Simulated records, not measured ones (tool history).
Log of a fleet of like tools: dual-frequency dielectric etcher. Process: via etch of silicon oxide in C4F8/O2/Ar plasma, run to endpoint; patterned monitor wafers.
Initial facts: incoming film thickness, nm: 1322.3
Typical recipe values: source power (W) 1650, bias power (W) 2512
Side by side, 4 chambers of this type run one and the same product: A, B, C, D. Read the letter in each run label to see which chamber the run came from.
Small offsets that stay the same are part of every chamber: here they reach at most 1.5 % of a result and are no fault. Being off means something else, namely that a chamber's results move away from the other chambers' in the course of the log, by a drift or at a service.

run,hour,source power (W),bias power (W),endpoint time (s)
1C,2.3,1650,2512,260.88
2D,4.5,1650,2512,262.81
3B,8.7,1650,2512,259.11
4A,10.9,1650,2512,262.10
5B,13.2,1650,2512,263.10
6A,16.8,1650,2512,262.37
7D,19.8,1650,2512,263.03
8C,23.1,1650,2512,259.60
9D,25.9,1650,2512,263.10
10B,28.8,1650,2512,262.28
11C,31.7,1650,2512,257.29
12A,34.8,1650,2512,261.27
13A,37.8,1650,2512,261.08
14B,41.0,1650,2512,260.03
15C,43.2,1650,2512,261.74
16D,45.7,1650,2512,259.20
17C,50.3,1650,2512,259.96
18D,54.3,1650,2512,259.51
19A,58.5,1650,2512,263.72
20B,62.3,1650,2512,264.44
21A,66.6,1650,2512,263.40
22B,70.4,1650,2512,259.08
23C,73.6,1650,2512,260.55
24D,75.9,1650,2512,255.13
25C,78.3,1650,2512,260.02
26D,81.8,1650,2512,256.23
27B,86.2,1280,2218,299.73
28A,89.5,1280,2218,298.51
29D,92.6,1280,2218,291.73
30B,97.3,1280,2218,297.40
31C,102.0,1650,2512,263.84
32A,104.3,1650,2512,261.16
33D,107.4,1650,2512,255.15
34C,110.1,1650,2512,262.99
35A,113.7,1650,2512,264.87
36B,116.1,1650,2512,258.38
37A,119.2,1650,3120,247.57
38C,121.8,1650,3120,245.77

Has any chamber moved away from the others, gradually or after a service, or does the common gauge drift, or do the chambers differ only by their own small steady offsets? State the chamber and the most likely cause if one applies.

One chamber, D, drifts off from the rest bit by bit.
Likeliest cause: etch rate over this chamber's usual, % = 4.39.

Below are 4 candidate recipes for chamber D's next run, each the usual settings with a change, their results shown as question marks. Which of them brings D's results back in line with what the other chambers give on the usual settings?
Counts as in line when no further than this from what the other chambers average on the usual settings: endpoint time (s) 5.20
39D-1,125.3,1650,2239,?
39D-2,125.3,1940,2512,?
39D-3,125.3,1650,1942,?
39D-4,125.3,1650,2785,?

The mean the other chambers reach with the usual settings: endpoint time (s) 261.58
run,endpoint time (s)
39D-1,261.72
39D-2,237.49
39D-3,272.73
39D-4,245.07
With 39D-1, the chamber falls back in line with the rest.
